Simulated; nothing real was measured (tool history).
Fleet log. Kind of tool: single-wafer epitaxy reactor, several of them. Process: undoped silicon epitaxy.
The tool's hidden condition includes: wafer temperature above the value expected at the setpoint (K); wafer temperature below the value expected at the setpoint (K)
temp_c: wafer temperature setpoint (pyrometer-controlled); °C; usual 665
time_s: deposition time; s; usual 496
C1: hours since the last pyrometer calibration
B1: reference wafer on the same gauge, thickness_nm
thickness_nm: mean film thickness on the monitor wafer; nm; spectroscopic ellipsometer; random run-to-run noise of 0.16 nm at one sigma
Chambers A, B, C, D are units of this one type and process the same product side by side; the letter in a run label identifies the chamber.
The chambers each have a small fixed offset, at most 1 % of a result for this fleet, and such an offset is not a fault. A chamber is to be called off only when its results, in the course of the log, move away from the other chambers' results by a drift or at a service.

run 1B hour=6.3 | temp_c=665 time_s=496 | C1=1238.1 | B1=97.005 | thickness_nm=114.85
run 2C hour=11.9 | temp_c=665 time_s=496 | C1=2135.6 | B1=96.967 | thickness_nm=116.06
run 3D hour=18.1 | temp_c=665 time_s=496 | C1=1090 | B1=96.966 | thickness_nm=114.14
run 4A hour=24.7 | temp_c=665 time_s=496 | C1=812.8 | B1=96.915 | thickness_nm=115.5
-- hour=29.4 chamber C: pyrometer calibrated
run 5D hour=32.1 | temp_c=665 time_s=496 | C1=1104 | B1=96.892 | thickness_nm=114.18
run 6C hour=39 | temp_c=665 time_s=496 | C1=9.7 | B1=96.89 | thickness_nm=115.86
run 7A hour=44.2 | temp_c=665 time_s=496 | C1=832.3 | B1=96.911 | thickness_nm=115.35
run 8B hour=50.2 | temp_c=678 time_s=428 | C1=1282 | B1=96.875 | thickness_nm=130.04
run 9D hour=55.4 | temp_c=678 time_s=428 | C1=1127.3 | B1=96.8 | thickness_nm=129.43
run 10B hour=60.4 | temp_c=678 time_s=428 | C1=1292.2 | B1=96.87 | thickness_nm=130.08
run 11A hour=68.3 | temp_c=678 time_s=428 | C1=856.4 | B1=96.806 | thickness_nm=130.44
run 12C hour=75.8 | temp_c=665 time_s=496 | C1=46.5 | B1=96.815 | thickness_nm=115.91
run 13B hour=82.8 | temp_c=665 time_s=496 | C1=1314.6 | B1=96.778 | thickness_nm=114.54
run 14A hour=88.1 | temp_c=665 time_s=496 | C1=876.2 | B1=96.78 | thickness_nm=115.13
run 15C hour=95.2 | temp_c=665 time_s=496 | C1=65.9 | B1=96.714 | thickness_nm=115.78
run 16D hour=103.2 | temp_c=665 time_s=496 | C1=1175.1 | B1=96.693 | thickness_nm=113.83
run 17A hour=109.9 | temp_c=654 time_s=496 | C1=898 | B1=96.693 | thickness_nm=91.271
run 18D hour=116.2 | temp_c=654 time_s=496 | C1=1188.1 | B1=96.685 | thickness_nm=89.917
run 19B hour=122.9 | temp_c=654 time_s=496 | C1=1354.7 | B1=96.641 | thickness_nm=90.29
run 20C hour=128 | temp_c=654 time_s=496 | C1=98.7 | B1=96.646 | thickness_nm=91.495
run 21D hour=134.3 | temp_c=665 time_s=496 | C1=1206.2 | B1=96.662 | thickness_nm=113.93
run 22A hour=141.8 | temp_c=665 time_s=587 | C1=929.9 | B1=96.647 | thickness_nm=136.17
run 23C hour=148.6 | temp_c=665 time_s=587 | C1=119.3 | B1=96.595 | thickness_nm=136.72
run 24B hour=153.5 | temp_c=665 time_s=587 | C1=1385.3 | B1=96.603 | thickness_nm=135.14
run 25D hour=159.4 | temp_c=665 time_s=587 | C1=1231.3 | B1=96.553 | thickness_nm=134.59
run 26C hour=167.8 | temp_c=665 time_s=496 | C1=138.5 | B1=96.525 | thickness_nm=115.56
run 27B hour=172.3 | temp_c=665 time_s=496 | C1=1404.1 | B1=96.528 | thickness_nm=114.39
run 28A hour=176.9 | temp_c=665 time_s=496 | C1=965 | B1=96.524 | thickness_nm=115.12
run 29C hour=182.9 | temp_c=665 time_s=496 | C1=153.6 | B1=96.509 | thickness_nm=115.37
run 30B hour=189.6 | temp_c=665 time_s=496 | C1=1421.4 | B1=96.483 | thickness_nm=114.15
run 31D hour=197.8 | temp_c=675 time_s=496 | C1=1269.7 | B1=96.456 | thickness_nm=140.28
run 32A hour=203.7 | temp_c=675 time_s=496 | C1=991.8 | B1=96.483 | thickness_nm=141.77
run 33C hour=207.9 | temp_c=675 time_s=496 | C1=178.6 | B1=96.41 | thickness_nm=142.54

All chambers now run identical settings, listed one chamber a line with results as question marks. What results will each chamber show?
run 34A hour=214.3 | temp_c=665 time_s=579 | thickness_nm=?
run 34B hour=214.3 | temp_c=665 time_s=579 | thickness_nm=?
run 34C hour=214.3 | temp_c=665 time_s=579 | thickness_nm=?
run 34D hour=214.3 | temp_c=665 time_s=579 | thickness_nm=?

run=34A thickness_nm=134.14
run=34B thickness_nm=133.55
run=34C thickness_nm=134.51
run=34D thickness_nm=132.5
